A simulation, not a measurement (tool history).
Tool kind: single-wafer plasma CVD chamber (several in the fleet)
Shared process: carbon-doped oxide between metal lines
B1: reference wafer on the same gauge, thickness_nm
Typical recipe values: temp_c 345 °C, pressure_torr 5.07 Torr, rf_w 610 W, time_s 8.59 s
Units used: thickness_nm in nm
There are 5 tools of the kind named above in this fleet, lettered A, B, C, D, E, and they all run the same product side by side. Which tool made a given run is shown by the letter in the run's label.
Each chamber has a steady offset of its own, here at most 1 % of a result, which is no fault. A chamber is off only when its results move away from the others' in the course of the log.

run 1C day=0.267 | temp_c=345 pressure_torr=5.07 rf_w=610 time_s=8.59 | B1=58.351 | thickness_nm=51.261
run 2A day=0.612 | temp_c=345 pressure_torr=5.07 rf_w=610 time_s=8.59 | B1=58.337 | thickness_nm=51.006
run 3E day=0.846 | temp_c=345 pressure_torr=5.07 rf_w=610 time_s=8.59 | B1=58.296 | thickness_nm=51.004
run 4B day=1.046 | temp_c=345 pressure_torr=5.07 rf_w=610 time_s=8.59 | B1=58.299 | thickness_nm=51.993
run 5D day=1.367 | temp_c=345 pressure_torr=5.07 rf_w=610 time_s=8.59 | B1=58.303 | thickness_nm=51.157
run 6A day=1.562 | temp_c=339 pressure_torr=5.07 rf_w=610 time_s=10.22 | B1=58.285 | thickness_nm=61.194
run 7B day=1.804 | temp_c=339 pressure_torr=5.07 rf_w=610 time_s=10.22 | B1=58.276 | thickness_nm=62.577
run 8D day=2.125 | temp_c=339 pressure_torr=5.07 rf_w=610 time_s=10.22 | B1=58.295 | thickness_nm=62.049
run 9C day=2.429 | temp_c=339 pressure_torr=5.07 rf_w=610 time_s=10.22 | B1=58.324 | thickness_nm=62.229
run 10E day=2.742 | temp_c=339 pressure_torr=5.07 rf_w=610 time_s=10.22 | B1=58.276 | thickness_nm=61.855
run 11B day=3.008 | temp_c=345 pressure_torr=5.07 rf_w=610 time_s=8.59 | B1=58.359 | thickness_nm=51.785
-- day=3.096 chamber D: RF generator calibrated
run 12A day=3.233 | temp_c=345 pressure_torr=5.07 rf_w=610 time_s=8.59 | B1=58.301 | thickness_nm=51.246
run 13C day=3.542 | temp_c=345 pressure_torr=5.07 rf_w=610 time_s=8.59 | B1=58.285 | thickness_nm=51.782
run 14D day=3.733 | temp_c=345 pressure_torr=5.07 rf_w=610 time_s=8.59 | B1=58.263 | thickness_nm=51.522
-- day=3.825 chamber C: RF generator calibrated
run 15E day=4.088 | temp_c=345 pressure_torr=5.07 rf_w=610 time_s=8.59 | B1=58.292 | thickness_nm=51.513
run 16C day=4.375 | temp_c=345 pressure_torr=5.07 rf_w=610 time_s=8.59 | B1=58.318 | thickness_nm=51.836
run 17A day=4.621 | temp_c=345 pressure_torr=5.07 rf_w=610 time_s=8.59 | B1=58.308 | thickness_nm=50.866
run 18D day=4.800 | temp_c=345 pressure_torr=5.07 rf_w=610 time_s=8.59 | B1=58.263 | thickness_nm=51.146
run 19B day=4.958 | temp_c=345 pressure_torr=5.07 rf_w=610 time_s=8.59 | B1=58.282 | thickness_nm=51.627
run 20E day=5.162 | temp_c=345 pressure_torr=5.07 rf_w=610 time_s=8.59 | B1=58.388 | thickness_nm=51.131
run 21D day=5.467 | temp_c=345 pressure_torr=5.07 rf_w=610 time_s=8.59 | B1=58.373 | thickness_nm=51.872
run 22A day=5.725 | temp_c=345 pressure_torr=5.07 rf_w=610 time_s=8.59 | B1=58.360 | thickness_nm=50.903
run 23B day=6.008 | temp_c=345 pressure_torr=5.07 rf_w=610 time_s=8.59 | B1=58.261 | thickness_nm=51.561
run 24C day=6.204 | temp_c=345 pressure_torr=5.07 rf_w=610 time_s=8.59 | B1=58.302 | thickness_nm=51.472
run 25E day=6.521 | temp_c=345 pressure_torr=5.07 rf_w=610 time_s=8.59 | B1=58.292 | thickness_nm=51.305
run 26E day=6.683 | temp_c=345 pressure_torr=5.07 rf_w=610 time_s=8.59 | B1=58.284 | thickness_nm=50.903
run 27A day=6.938 | temp_c=345 pressure_torr=5.07 rf_w=610 time_s=8.59 | B1=58.293 | thickness_nm=50.617
run 28B day=7.096 | temp_c=345 pressure_torr=5.07 rf_w=610 time_s=8.59 | B1=58.283 | thickness_nm=52.016
-- day=7.167 chamber E: capacitance manometer re-zeroed and calibrated
run 29C day=7.292 | temp_c=345 pressure_torr=5.07 rf_w=610 time_s=8.59 | B1=58.291 | thickness_nm=51.867
run 30D day=7.633 | temp_c=345 pressure_torr=5.07 rf_w=610 time_s=8.59 | B1=58.309 | thickness_nm=51.073
run 31B day=7.958 | temp_c=345 pressure_torr=5.07 rf_w=610 time_s=8.59 | B1=58.251 | thickness_nm=51.962
run 32D day=8.192 | temp_c=345 pressure_torr=5.07 rf_w=610 time_s=8.59 | B1=58.293 | thickness_nm=51.415
run 33A day=8.517 | temp_c=345 pressure_torr=5.07 rf_w=610 time_s=8.59 | B1=58.343 | thickness_nm=51.044
run 34E day=8.721 | temp_c=345 pressure_torr=5.07 rf_w=610 time_s=8.59 | B1=58.365 | thickness_nm=51.376
-- day=8.738 chamber C: thermocouple changed; heater temperature recalibrated
run 35C day=8.925 | temp_c=333 pressure_torr=5.07 rf_w=610 time_s=8.59 | B1=58.341 | thickness_nm=54.059
run 36C day=9.233 | temp_c=333 pressure_torr=5.07 rf_w=610 time_s=8.59 | B1=58.306 | thickness_nm=53.365

Predict what each chamber gives when all 5 of them run the settings below next.
run 37A day=9.488 | temp_c=345 pressure_torr=5.07 rf_w=700 time_s=8.59 | thickness_nm=?
run 37B day=9.488 | temp_c=345 pressure_torr=5.07 rf_w=700 time_s=8.59 | thickness_nm=?
run 37C day=9.488 | temp_c=345 pressure_torr=5.07 rf_w=700 time_s=8.59 | thickness_nm=?
run 37D day=9.488 | temp_c=345 pressure_torr=5.07 rf_w=700 time_s=8.59 | thickness_nm=?
run 37E day=9.488 | temp_c=345 pressure_torr=5.07 rf_w=700 time_s=8.59 | thickness_nm=?

run=37A thickness_nm=55.306
run=37B thickness_nm=55.838
run=37C thickness_nm=56.241
run=37D thickness_nm=55.787
run=37E thickness_nm=55.816
